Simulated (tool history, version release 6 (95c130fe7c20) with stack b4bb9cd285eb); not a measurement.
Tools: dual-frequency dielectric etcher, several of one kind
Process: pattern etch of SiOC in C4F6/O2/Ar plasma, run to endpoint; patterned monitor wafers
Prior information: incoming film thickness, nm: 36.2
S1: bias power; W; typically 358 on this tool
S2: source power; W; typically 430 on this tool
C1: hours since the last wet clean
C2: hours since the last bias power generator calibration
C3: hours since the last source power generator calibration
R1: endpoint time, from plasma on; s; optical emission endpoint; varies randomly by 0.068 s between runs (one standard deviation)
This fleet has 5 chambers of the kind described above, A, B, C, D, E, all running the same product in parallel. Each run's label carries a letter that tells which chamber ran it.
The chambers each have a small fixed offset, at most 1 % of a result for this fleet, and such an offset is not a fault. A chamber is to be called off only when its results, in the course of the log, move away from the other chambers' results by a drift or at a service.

run   hour   S1   S2     C1      C2      C3      R1
 1C    5.1  358  430  310.9  1177.0   210.3  13.344
 2B   10.4  358  430  110.0   743.5   200.2  13.242
 3E   16.3  358  430  373.2  2018.0  2863.9  13.335
 4A   21.7  358  430  304.8  2173.4  1157.3  13.453
 5D   30.6  358  430  290.5  1455.2  2142.7  13.471
 6B   41.7  358  430  141.3   774.8   231.5  13.258
 7D   48.2  358  430  308.1  1472.8  2160.3  13.551
 8A   58.0  358  430  341.1  2209.7  1193.6  13.286
 9C   69.5  358  430  375.3  1241.4   274.7  13.358
10E   77.1  358  430  434.0  2078.8  2924.7  13.375
11B   87.3  358  460  186.9   820.4   277.1  12.989
12A   98.7  358  460  381.8  2250.4  1234.3  13.106
13C  107.9  358  460  413.7  1279.8   313.1  13.080
14D  118.0  358  460  377.9  1542.6  2230.1  13.127
15E  126.0  358  460  482.9  2127.7  2973.6  13.034
16E  132.1  358  430  489.0  2133.8  2979.7  13.502
17C  137.8  276  530  443.6  1309.7   343.0  13.491
18B  147.8  276  530  247.4   880.9   337.6  13.401
     148.1  -- chamber C: wet clean of the chamber
19A  154.8  276  530  437.9  2306.5  1290.4  13.601
20D  163.0  276  530  422.9  1587.6  2275.1  13.579
21B  170.2  276  530  269.8   903.3   360.0  13.407
22A  175.7  358  430  458.8  2327.4  1311.3  13.532
23C  186.7  358  430   38.6  1358.6   391.9  13.295
24D  194.7  358  430  454.6  1619.3  2306.8  13.488
25E  203.6  358  430  560.5  2205.3  3051.2  13.341
     209.7  -- chamber E: wet clean of the chamber
26C  212.4  358  430   64.3  1384.3   417.6  13.298
27E  222.5  326  500   12.9  2224.2  3070.1  13.001
28D  229.9  326  500  489.8  1654.5  2342.0  13.151
29B  238.8  326  500  338.4   971.9   428.6  12.836
     245.3  -- chamber D: wet clean of the chamber
30A  245.3  326  500  528.4  2397.0  1380.9  13.277
31C  255.8  326  500  107.7  1427.7   461.0  12.976
32B  266.8  358  430  366.4   999.9   456.6  13.293
33E  277.0  442  430   67.4  2278.7  3124.6  12.243
34A  282.1  442  430  565.2  2433.8  1417.7  12.815
35D  291.8  442  430   46.5  1716.4  2403.9  12.580
36D  297.0  442  430   51.7  1721.6  2409.1  12.538

Does one chamber stand apart from the rest, does the shared gauge drift, or is all well apart from small per-chamber offsets? Give the chamber and the most likely cause, where there is one.

Little by little, chamber A moves away from the other chambers.
What lies behind it: etch rate under this chamber's usual, % = 3.51.

Chamber A could run next with any of the 4 candidate recipes listed below; each alters the usual settings, and their results appear as question marks. Which one brings its results back in line with what the other chambers deliver on the usual settings?
A result is in line if it is within this distance of the other chambers' mean on the usual settings: R1 0.240 s
37A-1  305.3  323  380               ?
37A-2  305.3  396  430               ?
37A-3  305.3  358  520               ?
37A-4  305.3  341  410               ?

The mean the other chambers reach with the usual settings: R1 13.352 s
  run      R1
37A-1  15.071
37A-2  13.391
37A-3  12.917
37A-4  14.371
37A-2 is the one that brings the chamber's results back in line with the other chambers.
